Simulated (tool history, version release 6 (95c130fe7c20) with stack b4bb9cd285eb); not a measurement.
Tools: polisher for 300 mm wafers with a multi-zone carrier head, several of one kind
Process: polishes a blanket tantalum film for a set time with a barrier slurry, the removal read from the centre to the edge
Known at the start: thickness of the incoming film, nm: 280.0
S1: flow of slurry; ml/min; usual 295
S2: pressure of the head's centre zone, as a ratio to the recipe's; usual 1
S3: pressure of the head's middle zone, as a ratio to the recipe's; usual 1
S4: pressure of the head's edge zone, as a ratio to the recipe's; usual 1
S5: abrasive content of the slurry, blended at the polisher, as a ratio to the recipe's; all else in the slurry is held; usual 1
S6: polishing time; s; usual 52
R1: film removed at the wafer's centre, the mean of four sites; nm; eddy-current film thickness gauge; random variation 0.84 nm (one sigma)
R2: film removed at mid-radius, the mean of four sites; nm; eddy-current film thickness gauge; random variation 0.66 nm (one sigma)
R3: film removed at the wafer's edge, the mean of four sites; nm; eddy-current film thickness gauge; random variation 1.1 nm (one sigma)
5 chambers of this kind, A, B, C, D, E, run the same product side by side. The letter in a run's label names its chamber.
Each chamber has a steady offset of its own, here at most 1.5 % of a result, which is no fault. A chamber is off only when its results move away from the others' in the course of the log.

-- hour=2 chamber B: slurry nozzle cleaned
run 1A hour=3.1 | S1=295 S2=1 S3=1 S4=1 S5=1 S6=52 | R1=72.163 R2=72.275 R3=71.683
run 2E hour=7 | S1=295 S2=1 S3=1 S4=1 S5=1 S6=52 | R1=72.835 R2=72.012 R3=70.976
run 3D hour=11.4 | S1=295 S2=1 S3=1 S4=1 S5=1 S6=52 | R1=71.619 R2=72.218 R3=72.551
-- hour=16 chamber A: worn pad replaced by a new one
run 4B hour=16.5 | S1=295 S2=1 S3=1 S4=1 S5=1 S6=52 | R1=73.346 R2=70.69 R3=71.848
run 5C hour=19.8 | S1=295 S2=1 S3=1 S4=1 S5=1 S6=52 | R1=73.247 R2=71.929 R3=69.708
run 6B hour=23 | S1=295 S2=1 S3=1 S4=1 S5=1 S6=52 | R1=71.009 R2=70.684 R3=73.444
run 7C hour=26.4 | S1=295 S2=1 S3=1 S4=1 S5=1 S6=52 | R1=71.638 R2=70.522 R3=72.202
run 8D hour=31 | S1=295 S2=1 S3=1 S4=1 S5=1 S6=52 | R1=74.068 R2=72.263 R3=73.625
run 9E hour=35.5 | S1=295 S2=1.05 S3=1 S4=1 S5=1 S6=52 | R1=75.839 R2=71.523 R3=71.862
-- hour=37.6 chamber C: edge zone pressure recalibrated
run 10A hour=39.5 | S1=295 S2=1.05 S3=1 S4=1 S5=1 S6=52 | R1=76.409 R2=72.559 R3=70.766
run 11D hour=42.7 | S1=295 S2=1.05 S3=1 S4=1 S5=1 S6=52 | R1=75.408 R2=73.554 R3=71.049
run 12B hour=47.4 | S1=295 S2=1.05 S3=1 S4=1 S5=1 S6=52 | R1=75.701 R2=70.854 R3=71.88
-- hour=49.4 chamber C: worn pad replaced by a new one
run 13C hour=53.1 | S1=295 S2=1.05 S3=1 S4=1 S5=1 S6=52 | R1=75.96 R2=71.747 R3=71.023
-- hour=56.6 chamber D: worn pad replaced by a new one
run 14A hour=58.4 | S1=295 S2=1 S3=1 S4=1 S5=1 S6=52 | R1=73.806 R2=72.352 R3=74.137
run 15E hour=63.8 | S1=295 S2=1 S3=1 S4=0.91 S5=0.8 S6=52 | R1=65.807 R2=66.118 R3=63.757
run 16A hour=69.9 | S1=295 S2=1 S3=1 S4=0.91 S5=0.8 S6=52 | R1=66.951 R2=66.857 R3=65.185
run 17B hour=75.5 | S1=295 S2=1 S3=1 S4=0.91 S5=0.8 S6=52 | R1=68.242 R2=65.587 R3=64.148
run 18C hour=79.9 | S1=295 S2=1 S3=1 S4=0.91 S5=0.8 S6=52 | R1=68.991 R2=66.544 R3=64.724
-- hour=82.8 chamber C: centre zone pressure recalibrated
run 19E hour=83.3 | S1=295 S2=1 S3=1 S4=0.91 S5=0.8 S6=52 | R1=63.141 R2=67.565 R3=62.36
run 20D hour=87.8 | S1=295 S2=1 S3=1 S4=1 S5=1 S6=52 | R1=73.009 R2=71.143 R3=72.995
run 21A hour=93.4 | S1=295 S2=1 S3=1 S4=1 S5=1 S6=52 | R1=71.629 R2=72.227 R3=74.455
run 22B hour=98 | S1=295 S2=1 S3=1 S4=1 S5=1 S6=52 | R1=72.008 R2=71.532 R3=71.057
run 23E hour=100.8 | S1=295 S2=1 S3=1 S4=1 S5=1 S6=52 | R1=66.816 R2=72.124 R3=71.833
run 24C hour=104.2 | S1=295 S2=1 S3=1 S4=1 S5=1 S6=52 | R1=73.32 R2=71.452 R3=70.714
run 25D hour=110.6 | S1=295 S2=1 S3=1 S4=1 S5=1 S6=52 | R1=73.413 R2=73.743 R3=71.004
run 26E hour=114.2 | S1=295 S2=1 S3=1 S4=1 S5=1 S6=52 | R1=65.999 R2=72.315 R3=73.834
run 27B hour=118.4 | S1=295 S2=1 S3=1 S4=1 S5=1 S6=52 | R1=72.889 R2=71.302 R3=72.43
run 28A hour=123.5 | S1=295 S2=1 S3=1 S4=1 S5=1 S6=52 | R1=70.556 R2=72.227 R3=72.501
-- hour=126.7 chamber E: worn pad replaced by a new one
run 29C hour=127.5 | S1=295 S2=1 S3=1 S4=1 S5=1 S6=52 | R1=73.895 R2=71.743 R3=73.828
-- hour=128.4 chamber D: edge zone pressure recalibrated
run 30D hour=131.5 | S1=295 S2=1 S3=1 S4=1 S5=1 S6=52 | R1=72.2 R2=73.236 R3=70.851
run 31C hour=135.2 | S1=295 S2=1 S3=1 S4=1 S5=1 S6=52 | R1=71.594 R2=72.119 R3=71.367
run 32D hour=140 | S1=295 S2=1 S3=1 S4=1 S5=1 S6=52 | R1=72.496 R2=72.948 R3=72.117
run 33A hour=143.1 | S1=295 S2=1 S3=1 S4=1 S5=1 S6=52 | R1=70.987 R2=72.031 R3=70.576
run 34E hour=146 | S1=295 S2=1 S3=1 S4=1 S5=1 S6=52 | R1=63.979 R2=72.662 R3=70.24
-- hour=146.3 chamber E: edge zone pressure recalibrated
run 35B hour=150 | S1=295 S2=1 S3=1 S4=1 S5=1 S6=52 | R1=71.236 R2=71.49 R3=72.086
run 36B hour=153.9 | S1=295 S2=1 S3=1 S4=1 S5=1 S6=52 | R1=70.908 R2=72.231 R3=70.848
-- hour=154.5 chamber B: worn pad replaced by a new one
-- hour=157.9 chamber E: slurry nozzle cleaned
run 37D hour=159.1 | S1=295 S2=1 S3=1 S4=1 S5=1 S6=52 | R1=72.135 R2=72.06 R3=71.59
run 38C hour=164.1 | S1=295 S2=1 S3=1 S4=1 S5=1 S6=52 | R1=73.753 R2=71.839 R3=72.841
-- hour=164.2 chamber A: edge zone pressure recalibrated
run 39A hour=167.1 | S1=295 S2=1 S3=1 S4=1 S5=1 S6=52 | R1=70.753 R2=72.241 R3=71.403
run 40E hour=171.4 | S1=295 S2=1 S3=1 S4=1 S5=1 S6=52 | R1=63.209 R2=73.11 R3=69.467
run 41B hour=175.6 | S1=295 S2=1 S3=1 S4=1 S5=1 S6=52 | R1=72.422 R2=70.165 R3=70.696

All 5 chambers run these settings next. Forecast each chamber's results:
run 42A hour=180.2 | S1=295 S2=1 S3=1 S4=1 S5=1 S6=52 | R1=? R2=? R3=?
run 42B hour=180.2 | S1=295 S2=1 S3=1 S4=1 S5=1 S6=52 | R1=? R2=? R3=?
run 42C hour=180.2 | S1=295 S2=1 S3=1 S4=1 S5=1 S6=52 | R1=? R2=? R3=?
run 42D hour=180.2 | S1=295 S2=1 S3=1 S4=1 S5=1 S6=52 | R1=? R2=? R3=?
run 42E hour=180.2 | S1=295 S2=1 S3=1 S4=1 S5=1 S6=52 | R1=? R2=? R3=?

run=42A R1=71.012 R2=71.128 R3=73.723
run=42B R1=72.451 R2=71.874 R3=70.972
run=42C R1=72.612 R2=73.049 R3=72.517
run=42D R1=71.885 R2=73.176 R3=69.903
run=42E R1=62.737 R2=71.788 R3=71.67
